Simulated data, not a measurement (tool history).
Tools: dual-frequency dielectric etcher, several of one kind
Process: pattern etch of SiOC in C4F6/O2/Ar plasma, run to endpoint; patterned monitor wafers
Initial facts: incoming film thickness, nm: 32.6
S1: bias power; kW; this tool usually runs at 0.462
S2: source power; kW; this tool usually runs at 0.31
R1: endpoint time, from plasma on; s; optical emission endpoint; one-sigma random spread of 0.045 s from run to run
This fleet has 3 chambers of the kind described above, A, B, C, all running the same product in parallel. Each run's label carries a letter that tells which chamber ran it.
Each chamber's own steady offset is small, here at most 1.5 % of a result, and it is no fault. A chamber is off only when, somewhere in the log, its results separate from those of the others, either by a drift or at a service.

run,day,S1,S2,R1
# day 0.154: chamber A: source power generator calibrated
# day 0.292: chamber B: wet clean of the chamber
1C,0.421,0.462,0.31,12.233
2A,0.725,0.462,0.31,12.493
# day 0.979: chamber C: wet clean of the chamber
3B,1.117,0.462,0.31,12.448
4C,1.454,0.462,0.31,12.248
5B,1.854,0.462,0.31,12.449
6A,2.262,0.411,0.28,13.516
7C,2.692,0.411,0.28,13.235
8A,3.229,0.411,0.28,13.525
9B,3.65,0.462,0.31,12.433
10A,4.029,0.462,0.31,12.357
11C,4.567,0.462,0.34,11.823
12B,4.842,0.462,0.34,11.943
13B,5.288,0.462,0.34,11.947
14C,5.617,0.462,0.31,12.192
15A,5.962,0.462,0.31,12.503
16A,6.479,0.462,0.31,12.439
17C,6.946,0.462,0.31,12.25
18B,7.4,0.462,0.31,12.425
# day 7.604: chamber A: wet clean of the chamber
19C,7.95,0.394,0.31,12.885
20B,8.462,0.394,0.31,13.127
21A,8.758,0.394,0.31,13.897
22A,9.158,0.536,0.38,11.462
23C,9.408,0.536,0.38,10.716
24B,9.929,0.536,0.38,10.921
25A,10.217,0.462,0.31,13.143
26B,10.717,0.462,0.31,12.43
27C,11.071,0.462,0.31,12.298
28B,11.529,0.462,0.31,12.478
29A,12.038,0.462,0.31,13.083
30C,12.404,0.462,0.31,12.2

Which is it: a chamber that has drifted or been left off by a service, a gauge drift common to all chambers, or only each chamber's usual small offset? If a chamber is off, name it and its likeliest cause.

The work done on chamber A during a service left it standing apart from the others.
Most likely cause: etch rate under this chamber's usual, % = 4.93.

Chamber A could run next with any of the 4 candidate recipes listed below; each alters the usual settings, and their results appear as question marks. Which one brings its results back in line with what the other chambers deliver on the usual settings?
To be in line, a result may differ from the other chambers' mean on the usual settings by at most: R1 0.16 s
31A-1,12.8,0.387,0.31,?
31A-2,12.8,0.462,0.36,?
31A-3,12.8,0.528,0.36,?
31A-4,12.8,0.399,0.27,?

Mean of the other chambers on the usual settings: R1 12.324 s
run,R1
31A-1,13.993
31A-2,12.388
31A-3,11.779
31A-4,14.575
31A-2 is the one that brings the chamber's results back in line with the other chambers.
